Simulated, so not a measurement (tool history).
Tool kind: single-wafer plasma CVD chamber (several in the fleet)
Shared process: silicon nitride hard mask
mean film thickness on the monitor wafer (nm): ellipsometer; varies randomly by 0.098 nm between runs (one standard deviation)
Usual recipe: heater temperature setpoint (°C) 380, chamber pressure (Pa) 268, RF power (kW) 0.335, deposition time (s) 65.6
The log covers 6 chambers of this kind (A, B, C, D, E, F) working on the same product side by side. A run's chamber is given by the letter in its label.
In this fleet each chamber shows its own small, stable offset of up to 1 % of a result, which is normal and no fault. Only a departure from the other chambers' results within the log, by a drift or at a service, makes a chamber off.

run   hour  heater temperature setpoint (°C)  chamber pressure (Pa)  RF power (kW)  deposition time (s)  hours since the last thermocouple change  hours since the last RF generator calibration  hours since the last manometer calibration  read-back reference wafer on the same gauge, thickness_nm  mean film thickness on the monitor wafer (nm)
 1E    9.2                               380                    268          0.335                 65.6                                      46.1                                          285.3                                       837.7                                                     83.594                                         87.377
 2C   19.2                               380                    268          0.335                 65.6                                     809.9                                         1121.3                                       548.0                                                     83.593                                         87.744
 3B   29.8                               380                    268          0.335                 65.6                                    2245.5                                         1135.7                                       378.7                                                     83.579                                         86.452
 4D   41.1                               380                    268          0.335                 65.6                                     180.5                                          979.7                                      2831.0                                                     83.552                                         86.640
 5A   50.9                               380                    268          0.335                 65.6                                    1046.9                                          187.9                                       588.6                                                     83.523                                         87.939
 6F   60.0                               380                    268          0.335                 65.6                                    1637.2                                          611.4                                       251.0                                                     83.536                                         87.674
 7D   72.9                               380                    268          0.335                 65.6                                     212.3                                         1011.5                                      2862.8                                                     83.527                                         86.486
 8A   79.1                               380                    268          0.335                 65.6                                    1075.1                                          216.1                                       616.8                                                     83.506                                         87.956
 9B   92.6                               380                    268          0.335                 65.6                                    2308.3                                         1198.5                                       441.5                                                     83.515                                         86.598
10F  100.0                               380                    268          0.335                 65.6                                    1677.2                                          651.4                                       291.0                                                     83.494                                         87.561
11C  112.5                               380                    268          0.335                 65.6                                     903.2                                         1214.6                                       641.3                                                     83.491                                         87.696
12E  124.5                               380                    268          0.335                 65.6                                     161.4                                          400.6                                       953.0                                                     83.501                                         87.033
13B  130.8                               380                    268          0.335                 65.6                                    2346.5                                         1236.7                                       479.7                                                     83.476                                         86.465
14D  142.0                               380                    268          0.335                 65.6                                     281.4                                         1080.6                                      2931.9                                                     83.465                                         86.464
15E  148.2                               380                    268          0.335                 65.6                                     185.1                                          424.3                                       976.7                                                     83.434                                         87.458
16A  159.9                               380                    268          0.335                 65.6                                    1155.9                                          296.9                                       697.6                                                     83.461                                         87.760
17C  171.6                               380                    268          0.335                 65.6                                     962.3                                         1273.7                                       700.4                                                     83.448                                         87.580
     174.7  -- chamber A: thermocouple changed; heater temperature recalibrated
18F  185.4                               380                    268          0.335                 65.6                                    1762.6                                          736.8                                       376.4                                                     83.432                                         87.371
     192.3  -- chamber C: thermocouple changed; heater temperature recalibrated
19B  196.3                               380                    268          0.335                 65.6                                    2412.0                                         1302.2                                       545.2                                                     83.439                                         86.515
     204.1  -- chamber B: RF generator calibrated
20D  206.0                               380                    268          0.335                 65.6                                     345.4                                         1144.6                                      2995.9                                                     83.423                                         86.445
21A  216.6                               380                    268          0.335                 65.6                                      41.9                                          353.6                                       754.3                                                     83.362                                         87.705
22C  229.3                               380                    268          0.335                 65.6                                      37.0                                         1331.4                                       758.1                                                     83.398                                         87.357
23E  242.7                               380                    268          0.335                 65.6                                     279.6                                          518.8                                      1071.2                                                     83.379                                         87.059
24F  255.8                               380                    268          0.335                 65.6                                    1833.0                                          807.2                                       446.8                                                     83.371                                         87.479
     259.6  -- chamber D: capacitance manometer re-zeroed and calibrated
25E  266.4                               380                    268          0.335                 65.6                                     303.3                                          542.5                                      1094.9                                                     83.345                                         87.041
26D  279.1                               380                    268          0.335                 65.6                                     418.5                                         1217.7                                        19.6                                                     83.340                                         86.378
27C  286.1                               380                    268          0.335                 65.6                                      93.8                                         1388.2                                       814.9                                                     83.328                                         87.501
28F  295.0                               386                    268          0.335                 65.6                                    1872.2                                          846.4                                       486.0                                                     83.336                                         87.112
29B  304.0                               386                    268          0.335                 65.6                                    2519.7                                          100.0                                       652.9                                                     83.316                                         86.119
30A  316.3                               386                    268          0.335                 65.6                                     141.6                                          453.3                                       854.0                                                     83.307                                         87.540
31A  325.8                               386                    268          0.335                 65.6                                     151.1                                          462.8                                       863.5                                                     83.302                                         87.383
32B  336.6                               386                    268          0.335                 65.6                                    2552.3                                          132.6                                       685.5                                                     83.311                                         86.068
33E  344.9                               386                    268          0.335                 65.6                                     381.8                                          621.0                                      1173.4                                                     83.288                                         86.778
34C  352.6                               380                    333          0.335                 65.6                                     160.3                                         1454.7                                       881.4                                                     83.279                                         92.362
35F  365.7                               380                    333          0.335                 65.6                                    1942.9                                          917.1                                       556.7                                                     83.274                                         92.094
36D  374.8                               380                    333          0.335                 65.6                                     514.2                                         1313.4                                       115.3                                                     83.260                                         91.020
     377.4  -- chamber D: RF generator calibrated
37D  386.0                               380                    333          0.335                 65.6                                     525.4                                            8.7                                       126.5                                                     83.241                                         91.025
38C  398.9                               380                    333          0.335                 65.6                                     206.6                                         1501.0                                       927.7                                                     83.216                                         92.437
39F  408.3                               380                    333          0.335                 65.6                                    1985.5                                          959.7                                       599.3                                                     83.250                                         92.246

Is one chamber off against the others, does the gauge drift, or is nothing wrong? If a chamber is off, say which, and what the likeliest cause is.

No chamber is off; the gauge reading every chamber's wafers drifts, which makes the whole fleet appear to move together.
Cause: gauge reads low (%) = 0.46.
